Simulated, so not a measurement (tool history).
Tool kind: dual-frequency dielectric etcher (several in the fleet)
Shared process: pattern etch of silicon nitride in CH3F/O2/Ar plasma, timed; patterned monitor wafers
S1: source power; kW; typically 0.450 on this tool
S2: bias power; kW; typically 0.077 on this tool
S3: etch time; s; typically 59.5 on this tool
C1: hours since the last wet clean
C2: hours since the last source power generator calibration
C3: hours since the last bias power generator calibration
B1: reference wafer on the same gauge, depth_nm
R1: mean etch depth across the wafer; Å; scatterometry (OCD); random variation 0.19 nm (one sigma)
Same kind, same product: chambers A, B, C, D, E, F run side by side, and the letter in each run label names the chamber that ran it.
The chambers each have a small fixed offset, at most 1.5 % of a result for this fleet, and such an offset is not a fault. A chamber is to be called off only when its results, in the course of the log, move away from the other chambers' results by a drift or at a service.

run   hour     S1     S2    S3     C1      C2      C3      B1      R1
 1C    8.0  0.450  0.077  59.5  284.4   521.0  1454.3  36.021  444.68
 2D   20.7  0.450  0.077  59.5  316.1  1442.1   531.1  36.016  450.67
 3A   34.1  0.450  0.077  59.5  372.6  1608.7  1393.3  36.002  445.32
 4F   48.8  0.450  0.077  59.5  347.9  1986.1  2259.9  36.011  445.80
 5B   61.0  0.450  0.077  59.5  200.7  1886.0   489.2  35.966  440.43
 6E   75.3  0.450  0.077  59.5  496.2   327.4   733.5  36.008  442.48
 7F   90.6  0.450  0.077  59.5  389.7  2027.9  2301.7  36.001  450.50
 8C  103.0  0.450  0.077  51.0  379.4   616.0  1549.3  36.028  384.47
     103.5  -- chamber F: wet clean of the chamber
 9D  115.9  0.450  0.077  51.0  411.3  1537.3   626.3  35.966  384.90
10A  125.5  0.450  0.077  51.0  464.0  1700.1  1484.7  36.015  379.21
11E  133.9  0.450  0.077  51.0  554.8   386.0   792.1  36.012  385.65
12B  141.4  0.450  0.077  51.0  281.1  1966.4   569.6  36.000  375.90
13E  154.2  0.450  0.077  51.0  575.1   406.3   812.4  36.023  381.61
     164.3  -- chamber E: wet clean of the chamber
14D  165.8  0.450  0.077  59.5  461.2  1587.2   676.2  36.005  446.65
     173.3  -- chamber A: wet clean of the chamber
15A  174.0  0.450  0.077  59.5    0.8  1748.6  1533.2  35.994  467.15
16C  183.7  0.450  0.077  59.5  460.1   696.7  1630.0  35.996  445.93
17B  198.5  0.450  0.077  59.5  338.2  2023.5   626.7  36.013  442.48
     200.7  -- chamber D: wet clean of the chamber
18F  212.8  0.450  0.077  59.5  109.3  2150.1  2423.9  35.983  450.98
19D  221.8  0.450  0.077  59.5   21.1  1643.2   732.2  35.965  447.89
20B  236.3  0.540  0.094  59.5  376.0  2061.3   664.5  35.990  510.34
21C  249.6  0.540  0.094  59.5  526.0   762.6  1695.9  36.015  517.35
     251.3  -- chamber C: wet clean of the chamber
22F  261.8  0.540  0.094  59.5  158.3  2199.1  2472.9  35.994  520.06
23A  268.7  0.540  0.094  59.5   95.5  1843.3  1627.9  35.983  533.80
24E  282.2  0.540  0.094  59.5  117.9   534.3   940.4  36.014  512.86
25B  296.6  0.540  0.094  59.5  436.3  2121.6   724.8  36.017  506.98
26A  303.6  0.450  0.077  59.5  130.4  1878.2  1662.8  35.986  468.73
27C  318.3  0.450  0.077  59.5   67.1   831.3  1764.6  35.997  447.15
28D  329.8  0.450  0.077  59.5  129.1  1751.2   840.2  35.984  451.08
29E  343.7  0.450  0.077  59.5  179.4   595.8  1001.9  35.969  448.92
30F  356.3  0.450  0.077  59.5  252.8  2293.6  2567.4  35.970  451.91
31B  367.3  0.450  0.077  59.5  507.0  2192.3   795.5  36.023  437.47
32C  379.0  0.450  0.077  59.5  127.8   892.0  1825.3  35.998  447.06
33E  394.3  0.450  0.066  59.5  230.0   646.4  1052.5  35.979  422.15
34A  407.9  0.450  0.066  59.5  234.7  1982.5  1767.1  36.022  439.78
35D  417.1  0.450  0.066  59.5  216.4  1838.5   927.5  35.982  425.13
36F  428.7  0.450  0.066  59.5  325.2  2366.0  2639.8  36.017  427.68

Next, all 6 chambers run the settings below, one line each with question marks for the results. What does each chamber give?
37A  440.1  0.450  0.067  59.5                   ?
37B  440.1  0.450  0.067  59.5                   ?
37C  440.1  0.450  0.067  59.5                   ?
37D  440.1  0.450  0.067  59.5                   ?
37E  440.1  0.450  0.067  59.5                   ?
37F  440.1  0.450  0.067  59.5                   ?

run      R1
37A  445.93
37B  419.70
37C  423.82
37D  432.21
37E  424.94
37F  430.08

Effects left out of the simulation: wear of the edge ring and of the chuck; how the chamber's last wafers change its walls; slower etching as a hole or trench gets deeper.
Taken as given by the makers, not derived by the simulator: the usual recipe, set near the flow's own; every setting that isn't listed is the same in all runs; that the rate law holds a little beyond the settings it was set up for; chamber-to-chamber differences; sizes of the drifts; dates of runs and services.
